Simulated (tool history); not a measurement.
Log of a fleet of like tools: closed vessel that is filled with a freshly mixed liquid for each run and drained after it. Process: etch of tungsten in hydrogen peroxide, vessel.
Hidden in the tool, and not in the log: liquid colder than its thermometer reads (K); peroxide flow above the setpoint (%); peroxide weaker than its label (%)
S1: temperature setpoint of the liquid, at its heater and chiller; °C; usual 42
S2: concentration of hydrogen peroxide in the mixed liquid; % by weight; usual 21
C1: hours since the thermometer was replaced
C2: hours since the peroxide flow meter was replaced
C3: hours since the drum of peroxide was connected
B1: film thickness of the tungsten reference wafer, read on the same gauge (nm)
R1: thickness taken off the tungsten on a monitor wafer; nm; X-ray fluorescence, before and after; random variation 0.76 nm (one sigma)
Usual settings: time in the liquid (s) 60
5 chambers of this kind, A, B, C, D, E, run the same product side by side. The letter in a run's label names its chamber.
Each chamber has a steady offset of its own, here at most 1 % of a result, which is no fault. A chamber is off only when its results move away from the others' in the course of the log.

{"run": "1C", "hour": 7.9, "S1": 42, "S2": 21, "time in the liquid (s)": 60, "C1": 45.3, "C2": 2366.2, "C3": 29.1, "B1": 89.966, "R1": 80.505}
{"run": "2A", "hour": 19.9, "S1": 42, "S2": 21, "time in the liquid (s)": 60, "C1": 796.6, "C2": 1394.1, "C3": 589.7, "B1": 89.984, "R1": 80.395}
{"run": "3B", "hour": 27.8, "S1": 42, "S2": 21, "time in the liquid (s)": 60, "C1": 35.4, "C2": 1129.7, "C3": 437.8, "B1": 90.044, "R1": 82.378}
{"run": "4D", "hour": 38.3, "S1": 42, "S2": 21, "time in the liquid (s)": 60, "C1": 463.8, "C2": 451.5, "C3": 579.6, "B1": 89.971, "R1": 81.707}
{"run": "5E", "hour": 46.2, "S1": 42, "S2": 21, "time in the liquid (s)": 60, "C1": 942.7, "C2": 1267.6, "C3": 472.4, "B1": 90.015, "R1": 80.913}
{"run": "6E", "hour": 58.2, "S1": 42, "S2": 21, "time in the liquid (s)": 60, "C1": 954.7, "C2": 1279.6, "C3": 484.4, "B1": 90.049, "R1": 80.374}
{"run": "7A", "hour": 65.6, "S1": 42, "S2": 21, "time in the liquid (s)": 60, "C1": 842.3, "C2": 1439.8, "C3": 635.4, "B1": 89.993, "R1": 80.653}
{"run": "8C", "hour": 74.4, "S1": 42, "S2": 21, "time in the liquid (s)": 60, "C1": 111.8, "C2": 2432.7, "C3": 95.6, "B1": 90.002, "R1": 81.151}
{"run": "9D", "hour": 82.8, "S1": 42, "S2": 21, "time in the liquid (s)": 60, "C1": 508.3, "C2": 496, "C3": 624.1, "B1": 89.985, "R1": 81.443}
{"run": "10B", "hour": 91.1, "S1": 42, "S2": 21, "time in the liquid (s)": 60, "C1": 98.7, "C2": 1193, "C3": 501.1, "B1": 89.983, "R1": 82.51}
{"run": "11E", "hour": 98.2, "S1": 51, "S2": 21, "time in the liquid (s)": 60, "C1": 994.7, "C2": 1319.6, "C3": 524.4, "B1": 89.991, "R1": 145.62}
{"run": "12B", "hour": 106.0, "S1": 51, "S2": 21, "time in the liquid (s)": 60, "C1": 113.6, "C2": 1207.9, "C3": 516, "B1": 89.983, "R1": 144.35}
{"run": "13C", "hour": 118.1, "S1": 51, "S2": 21, "time in the liquid (s)": 60, "C1": 155.5, "C2": 2476.4, "C3": 139.3, "B1": 90.008, "R1": 142.84}
{"hour": 127.1, "done": "chamber C: peroxide flow meter replaced"}
{"run": "14A", "hour": 127.4, "S1": 51, "S2": 21, "time in the liquid (s)": 60, "C1": 904.1, "C2": 1501.6, "C3": 697.2, "B1": 90.004, "R1": 143.62}
{"run": "15D", "hour": 135.9, "S1": 51, "S2": 21, "time in the liquid (s)": 60, "C1": 561.4, "C2": 549.1, "C3": 677.2, "B1": 90.026, "R1": 138.38}
{"run": "16B", "hour": 142.1, "S1": 42, "S2": 21, "time in the liquid (s)": 60, "C1": 149.7, "C2": 1244, "C3": 552.1, "B1": 89.998, "R1": 81.573}
{"hour": 149.5, "done": "chamber B: new drum of peroxide connected"}
{"run": "17C", "hour": 149.7, "S1": 42, "S2": 21, "time in the liquid (s)": 60, "C1": 187.1, "C2": 22.7, "C3": 170.9, "B1": 90.028, "R1": 81.256}
{"run": "18A", "hour": 157.0, "S1": 42, "S2": 21, "time in the liquid (s)": 60, "C1": 933.7, "C2": 1531.2, "C3": 726.8, "B1": 89.982, "R1": 80.704}
{"run": "19E", "hour": 166.2, "S1": 42, "S2": 21, "time in the liquid (s)": 60, "C1": 1062.7, "C2": 1387.6, "C3": 592.4, "B1": 89.993, "R1": 81.574}
{"run": "20D", "hour": 178.6, "S1": 42, "S2": 21, "time in the liquid (s)": 60, "C1": 604.1, "C2": 591.8, "C3": 719.9, "B1": 90.027, "R1": 77.047}
{"hour": 178.9, "done": "chamber A: thermometer replaced"}
{"run": "21B", "hour": 186.6, "S1": 42, "S2": 21, "time in the liquid (s)": 60, "C1": 194.2, "C2": 1288.5, "C3": 37.2, "B1": 90, "R1": 81.586}
{"hour": 191.8, "done": "chamber E: new drum of peroxide connected"}
{"run": "22C", "hour": 196.7, "S1": 42, "S2": 21, "time in the liquid (s)": 60, "C1": 234.1, "C2": 69.7, "C3": 217.9, "B1": 90.033, "R1": 80.497}
{"run": "23D", "hour": 204.8, "S1": 42, "S2": 21, "time in the liquid (s)": 60, "C1": 630.3, "C2": 618, "C3": 746.1, "B1": 89.997, "R1": 77.077}
{"run": "24A", "hour": 215.0, "S1": 42, "S2": 21, "time in the liquid (s)": 60, "C1": 36.2, "C2": 1589.2, "C3": 784.8, "B1": 90.039, "R1": 81.445}
{"run": "25E", "hour": 223.9, "S1": 47.5, "S2": 21, "time in the liquid (s)": 60, "C1": 1120.4, "C2": 1445.3, "C3": 32.1, "B1": 90.005, "R1": 114.31}
{"run": "26B", "hour": 232.4, "S1": 47.5, "S2": 21, "time in the liquid (s)": 60, "C1": 240, "C2": 1334.3, "C3": 83, "B1": 89.959, "R1": 115.74}
{"run": "27D", "hour": 238.2, "S1": 47.5, "S2": 21, "time in the liquid (s)": 60, "C1": 663.7, "C2": 651.4, "C3": 779.5, "B1": 89.992, "R1": 107.28}
{"run": "28C", "hour": 250.8, "S1": 47.5, "S2": 21, "time in the liquid (s)": 60, "C1": 288.2, "C2": 123.8, "C3": 272, "B1": 89.957, "R1": 113.57}
{"hour": 253.9, "done": "chamber E: peroxide flow meter replaced"}
{"run": "29A", "hour": 263.2, "S1": 47.5, "S2": 21, "time in the liquid (s)": 60, "C1": 84.4, "C2": 1637.4, "C3": 833, "B1": 90.025, "R1": 113.8}
{"run": "30E", "hour": 269.3, "S1": 42, "S2": 21, "time in the liquid (s)": 60, "C1": 1165.8, "C2": 15.4, "C3": 77.5, "B1": 90.015, "R1": 82.138}
{"run": "31D", "hour": 276.4, "S1": 34, "S2": 21, "time in the liquid (s)": 35, "C1": 701.9, "C2": 689.6, "C3": 817.7, "B1": 90.018, "R1": 24.781}
{"run": "32C", "hour": 286.9, "S1": 34, "S2": 21, "time in the liquid (s)": 35, "C1": 324.3, "C2": 159.9, "C3": 308.1, "B1": 89.948, "R1": 28.348}
{"run": "33B", "hour": 294.2, "S1": 34, "S2": 21, "time in the liquid (s)": 35, "C1": 301.8, "C2": 1396.1, "C3": 144.8, "B1": 90.052, "R1": 28.112}

Next, every chamber runs the same settings. What will each give?
{"run": "34A", "hour": 303.2, "S1": 42, "S2": 21, "time in the liquid (s)": 45, "R1": "?"}
{"run": "34B", "hour": 303.2, "S1": 42, "S2": 21, "time in the liquid (s)": 45, "R1": "?"}
{"run": "34C", "hour": 303.2, "S1": 42, "S2": 21, "time in the liquid (s)": 45, "R1": "?"}
{"run": "34D", "hour": 303.2, "S1": 42, "S2": 21, "time in the liquid (s)": 45, "R1": "?"}
{"run": "34E", "hour": 303.2, "S1": 42, "S2": 21, "time in the liquid (s)": 45, "R1": "?"}

run=34A R1=60.738
run=34B R1=62.546
run=34C R1=60.054
run=34D R1=53.895
run=34E R1=60.278
